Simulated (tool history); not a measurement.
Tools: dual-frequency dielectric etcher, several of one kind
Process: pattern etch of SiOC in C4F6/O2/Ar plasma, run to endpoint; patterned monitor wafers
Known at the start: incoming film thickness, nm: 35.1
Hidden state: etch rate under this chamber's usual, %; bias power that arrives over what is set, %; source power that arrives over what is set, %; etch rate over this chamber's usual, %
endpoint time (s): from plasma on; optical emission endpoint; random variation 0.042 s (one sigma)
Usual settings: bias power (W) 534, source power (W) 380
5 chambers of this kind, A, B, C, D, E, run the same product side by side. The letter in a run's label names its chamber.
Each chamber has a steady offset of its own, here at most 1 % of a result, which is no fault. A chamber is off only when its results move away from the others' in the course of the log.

| run | hour | bias power (W) | source power (W) | hours since the last wet clean | hours since the last bias power generator calibration | hours since the last source power generator calibration | endpoint time (s) |
|---|---|---|---|---|---|---|---|
| 1C | 7.7 | 534 | 380 | 406.3 | 1898.4 | 1573.4 | 11.698 |
|  | 8.4 | chamber B: bias power generator calibrated |
| 2A | 16.8 | 534 | 380 | 105.4 | 2961.0 | 2400.4 | 11.794 |
|  | 17.3 | chamber B: wet clean of the chamber |
| 3E | 24.8 | 534 | 380 | 124.9 | 489.4 | 4077.9 | 11.784 |
| 4D | 33.3 | 534 | 380 | 311.7 | 616.2 | 1821.1 | 11.822 |
| 5B | 37.8 | 534 | 380 | 20.5 | 29.5 | 1894.9 | 11.687 |
|  | 44.5 | chamber D: source power generator calibrated |
| 6D | 47.2 | 534 | 380 | 325.6 | 630.1 | 2.7 | 11.745 |
| 7A | 51.7 | 534 | 380 | 140.3 | 2995.9 | 2435.3 | 11.803 |
| 8C | 59.1 | 534 | 380 | 457.7 | 1949.8 | 1624.8 | 11.677 |
| 9E | 66.0 | 534 | 380 | 166.1 | 530.6 | 4119.1 | 11.748 |
| 10B | 75.5 | 534 | 380 | 58.2 | 67.2 | 1932.6 | 11.669 |
| 11C | 85.6 | 534 | 380 | 484.2 | 1976.3 | 1651.3 | 11.631 |
| 12A | 93.9 | 534 | 380 | 182.5 | 3038.1 | 2477.5 | 11.793 |
| 13B | 101.2 | 534 | 340 | 83.9 | 92.9 | 1958.3 | 12.236 |
|  | 102.7 | chamber C: wet clean of the chamber |
| 14D | 106.0 | 534 | 340 | 384.4 | 688.9 | 61.5 | 12.384 |
| 15E | 112.5 | 534 | 340 | 212.6 | 577.1 | 4165.6 | 12.241 |
| 16E | 120.9 | 534 | 340 | 221.0 | 585.5 | 4174.0 | 12.261 |
| 17C | 126.6 | 534 | 340 | 23.9 | 2017.3 | 1692.3 | 11.655 |
| 18B | 131.3 | 425 | 380 | 114.0 | 123.0 | 1988.4 | 12.830 |
| 19D | 138.1 | 425 | 380 | 416.5 | 721.0 | 93.6 | 12.822 |
| 20A | 147.3 | 425 | 380 | 235.9 | 3091.5 | 2530.9 | 12.895 |
| 21E | 156.7 | 425 | 380 | 256.8 | 621.3 | 4209.8 | 12.849 |
| 22A | 163.4 | 425 | 380 | 252.0 | 3107.6 | 2547.0 | 12.852 |
| 23C | 169.3 | 534 | 380 | 66.6 | 2060.0 | 1735.0 | 11.247 |
| 24B | 174.9 | 534 | 380 | 157.6 | 166.6 | 2032.0 | 11.757 |
| 25D | 180.7 | 534 | 380 | 459.1 | 763.6 | 136.2 | 11.816 |
| 26C | 185.9 | 447 | 310 | 83.2 | 2076.6 | 1751.6 | 12.912 |
| 27B | 191.5 | 447 | 310 | 174.2 | 183.2 | 2048.6 | 13.463 |
| 28D | 201.6 | 447 | 310 | 480.0 | 784.5 | 157.1 | 13.549 |
| 29A | 208.4 | 447 | 310 | 297.0 | 3152.6 | 2592.0 | 13.659 |
|  | 211.2 | chamber E: wet clean of the chamber |
| 30E | 213.4 | 447 | 310 | 2.3 | 678.0 | 4266.5 | 13.582 |
| 31B | 218.1 | 534 | 380 | 200.8 | 209.8 | 2075.2 | 11.818 |
|  | 222.0 | chamber D: wet clean of the chamber |
| 32A | 223.9 | 534 | 380 | 312.5 | 3168.1 | 2607.5 | 11.821 |
| 33C | 228.5 | 534 | 380 | 125.8 | 2119.2 | 1794.2 | 11.200 |
| 34D | 236.6 | 534 | 450 | 14.7 | 819.5 | 192.1 | 11.173 |

Next, every chamber runs the same settings. What will each give?
| 35A | 243.9 | 534 | 440 |  |  |  | ? |
| 35B | 243.9 | 534 | 440 |  |  |  | ? |
| 35C | 243.9 | 534 | 440 |  |  |  | ? |
| 35D | 243.9 | 534 | 440 |  |  |  | ? |
| 35E | 243.9 | 534 | 440 |  |  |  | ? |

| run | endpoint time (s) |
|---|---|
| 35A | 11.215 |
| 35B | 11.059 |
| 35C | 10.585 |
| 35D | 11.208 |
| 35E | 11.184 |
